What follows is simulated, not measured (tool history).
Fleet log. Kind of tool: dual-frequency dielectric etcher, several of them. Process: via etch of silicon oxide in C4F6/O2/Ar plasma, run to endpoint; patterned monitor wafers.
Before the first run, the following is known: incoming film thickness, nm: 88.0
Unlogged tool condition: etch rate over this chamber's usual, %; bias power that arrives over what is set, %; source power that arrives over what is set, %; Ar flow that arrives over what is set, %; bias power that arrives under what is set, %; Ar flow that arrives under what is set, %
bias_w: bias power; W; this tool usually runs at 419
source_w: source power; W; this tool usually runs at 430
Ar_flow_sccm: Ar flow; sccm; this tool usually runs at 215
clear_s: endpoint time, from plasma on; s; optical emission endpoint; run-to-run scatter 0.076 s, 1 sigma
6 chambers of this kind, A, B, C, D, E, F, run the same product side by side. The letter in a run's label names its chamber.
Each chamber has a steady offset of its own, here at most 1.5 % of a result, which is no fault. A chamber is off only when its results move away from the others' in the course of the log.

run	day	bias_w	source_w	Ar_flow_sccm	hours since the last wet clean	hours since the last bias power generator calibration	hours since the last source power generator calibration	hours since the last Ar flow controller change	clear_s
# day 0.288: chamber D: wet clean of the chamber
1A	0.308	419	430	215	157.3	872.9	2168.1	2231.3	19.306
2C	0.679	419	430	215	168.3	3379.8	2886.5	29.5	19.381
3B	1.092	419	430	215	179.4	543	1383.5	1963	19.687
4D	1.438	419	430	215	27.7	3016	961.4	2578.6	19.438
5E	1.671	419	430	215	297.9	1443.8	2450.9	2854.5	19.409
6F	2.021	419	430	215	430	865.6	2776.7	55.6	19.44
7E	2.408	419	430	215	315.6	1461.5	2468.6	2872.2	19.378
8C	2.754	419	430	215	218.1	3429.6	2936.3	79.3	19.464
9D	3.15	419	430	215	68.8	3057.1	1002.5	2619.7	19.309
10B	3.417	419	430	215	235.2	598.8	1439.3	2018.8	19.649
11A	3.638	419	430	215	237.2	952.8	2248	2311.2	19.326
12F	4.042	334	430	215	478.5	914.1	2825.2	104.1	21.083
13D	4.433	334	430	215	99.6	3087.9	1033.3	2650.5	20.896
14F	4.688	334	430	215	494	929.6	2840.7	119.6	21.132
15B	4.946	334	430	215	271.9	635.5	1476	2055.5	21.49
16C	5.138	334	430	215	275.3	3486.8	2993.5	136.5	21.005
17A	5.533	334	430	215	282.7	998.3	2293.5	2356.7	20.924
18E	5.725	419	430	215	395.2	1541.1	2548.2	2951.8	19.449
19B	6.129	419	430	215	300.3	663.9	1504.4	2083.9	19.599
20A	6.396	419	430	215	303.4	1019	2314.2	2377.4	19.311
21F	6.592	419	430	215	539.7	975.3	2886.4	165.3	19.534
22D	6.804	419	430	215	156.5	3144.8	1090.2	2707.4	19.173
23C	7.075	419	360	215	321.8	3533.3	3040	183	20.609
24E	7.383	419	360	215	435	1580.9	2588	2991.6	20.674
25B	7.725	419	360	215	338.6	702.2	1542.7	2122.2	21.063
26C	8.017	419	360	215	344.4	3555.9	3062.6	205.6	20.673
27A	8.288	419	360	215	348.8	1064.4	2359.6	2422.8	20.578
# day 8.358: chamber E: source power generator calibrated
# day 8.4: chamber F: wet clean of the chamber
28E	8.5	419	360	215	461.8	1607.7	3.4	3018.4	20.787
29F	8.808	419	430	215	9.8	1028.5	2939.6	218.5	19.394
30D	9.062	419	430	215	210.7	3199	1144.4	2761.6	19.39
31C	9.433	419	430	215	378.4	3589.9	3096.6	239.6	19.377
# day 9.458: chamber B: wet clean of the chamber
32A	9.621	419	430	215	380.8	1096.4	2391.6	2454.8	19.228
33E	9.921	419	430	215	495.9	1641.8	37.5	3052.5	19.364
34D	10.175	419	430	215	237.4	3225.7	1171.1	2788.3	19.292
35F	10.421	419	430	215	48.5	1067.2	2978.3	257.2	19.548
36B	10.696	419	430	215	29.8	773.5	1614	2193.5	19.665
# day 10.842: chamber C: wet clean of the chamber
37B	10.942	419	430	215	35.7	779.4	1619.9	2199.4	19.674
38F	11.262	419	430	215	68.7	1087.4	2998.5	277.4	19.598
39C	11.446	419	430	215	14.6	3638.2	3144.9	287.9	19.433

One chamber off, gauge drift, or nothing amiss beyond the chambers' own small offsets? If it is a chamber, which one, and what is the likeliest cause?

All chambers stay in line apart from their small fixed offsets, and the gauge does not drift.
